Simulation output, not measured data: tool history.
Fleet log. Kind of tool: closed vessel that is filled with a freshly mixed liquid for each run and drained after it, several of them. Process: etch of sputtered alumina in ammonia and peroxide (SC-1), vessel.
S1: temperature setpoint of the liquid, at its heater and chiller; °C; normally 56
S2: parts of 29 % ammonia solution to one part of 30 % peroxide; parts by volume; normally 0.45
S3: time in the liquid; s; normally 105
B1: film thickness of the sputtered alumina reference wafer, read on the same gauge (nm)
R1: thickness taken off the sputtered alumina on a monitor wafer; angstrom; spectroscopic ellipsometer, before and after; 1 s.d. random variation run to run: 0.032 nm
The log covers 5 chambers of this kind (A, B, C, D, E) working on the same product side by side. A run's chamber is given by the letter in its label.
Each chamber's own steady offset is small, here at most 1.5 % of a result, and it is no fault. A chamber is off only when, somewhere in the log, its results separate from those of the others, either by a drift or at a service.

run 1B hour=10.7 | S1=56 S2=0.45 S3=105 | B1=149.99 | R1=49.335
run 2C hour=22.1 | S1=56 S2=0.45 S3=105 | B1=149.97 | R1=49.856
-- hour=22.4 chamber D: new drum of ammonia solution connected
-- hour=24.4 chamber A: ammonia flow meter replaced
run 3A hour=28.5 | S1=56 S2=0.45 S3=105 | B1=150.01 | R1=49.804
run 4E hour=35.9 | S1=56 S2=0.45 S3=105 | B1=149.99 | R1=49.223
run 5D hour=47 | S1=56 S2=0.35 S3=135 | B1=150.02 | R1=62.05
run 6B hour=56 | S1=56 S2=0.35 S3=135 | B1=149.99 | R1=61.483
run 7E hour=66.4 | S1=56 S2=0.35 S3=135 | B1=150.05 | R1=61.91
run 8D hour=79.9 | S1=56 S2=0.35 S3=135 | B1=149.99 | R1=61.703
-- hour=87.7 chamber B: new drum of ammonia solution connected
run 9A hour=88.4 | S1=56 S2=0.35 S3=135 | B1=150.06 | R1=62.272
run 10C hour=100.2 | S1=65.5 S2=0.55 S3=105 | B1=149.98 | R1=83.056
run 11D hour=113.2 | S1=65.5 S2=0.55 S3=105 | B1=149.97 | R1=81.982
-- hour=114.1 chamber E: new drum of ammonia solution connected
run 12A hour=120.4 | S1=65.5 S2=0.55 S3=105 | B1=150.01 | R1=81.12
run 13B hour=128.4 | S1=65.5 S2=0.55 S3=105 | B1=150.01 | R1=81.562
run 14E hour=138.7 | S1=65.5 S2=0.55 S3=105 | B1=149.97 | R1=80.58
run 15C hour=151.4 | S1=52 S2=0.45 S3=105 | B1=149.99 | R1=39.615
run 16A hour=162.2 | S1=52 S2=0.45 S3=105 | B1=150.01 | R1=39.946
run 17B hour=172.3 | S1=52 S2=0.45 S3=105 | B1=149.97 | R1=39.532
run 18C hour=179.3 | S1=52 S2=0.45 S3=105 | B1=149.93 | R1=40.034
run 19E hour=189.6 | S1=52 S2=0.45 S3=105 | B1=149.98 | R1=39.88
run 20D hour=197.7 | S1=56 S2=0.45 S3=105 | B1=150.03 | R1=49.742
run 21B hour=205.8 | S1=56 S2=0.45 S3=105 | B1=150.02 | R1=47.906
run 22C hour=216.2 | S1=56 S2=0.45 S3=105 | B1=150.01 | R1=50.373
-- hour=223.5 chamber A: new drum of ammonia solution connected
run 23D hour=229.2 | S1=56 S2=0.45 S3=105 | B1=150.02 | R1=50.096
run 24A hour=235.7 | S1=56 S2=0.45 S3=105 | B1=149.97 | R1=48.814
run 25E hour=246.9 | S1=56 S2=0.45 S3=105 | B1=149.98 | R1=49.291
-- hour=255.1 chamber D: ammonia flow meter replaced
run 26C hour=259.5 | S1=56 S2=0.6 S3=140 | B1=150.04 | R1=68.482
run 27A hour=272.7 | S1=56 S2=0.6 S3=140 | B1=149.98 | R1=67.863
run 28E hour=280.2 | S1=56 S2=0.6 S3=140 | B1=149.98 | R1=67.426
-- hour=284.7 chamber D: new drum of ammonia solution connected
run 29B hour=290.2 | S1=56 S2=0.6 S3=140 | B1=150.02 | R1=63.931
run 30D hour=297.3 | S1=56 S2=0.6 S3=140 | B1=149.97 | R1=67.348

Predict what each chamber gives when all 5 of them run the settings below next.
run 31A hour=307.5 | S1=56 S2=0.45 S3=105 | R1=?
run 31B hour=307.5 | S1=56 S2=0.45 S3=105 | R1=?
run 31C hour=307.5 | S1=56 S2=0.45 S3=105 | R1=?
run 31D hour=307.5 | S1=56 S2=0.45 S3=105 | R1=?
run 31E hour=307.5 | S1=56 S2=0.45 S3=105 | R1=?

run=31A R1=49.486
run=31B R1=46.346
run=31C R1=49.792
run=31D R1=49.474
run=31E R1=49.047
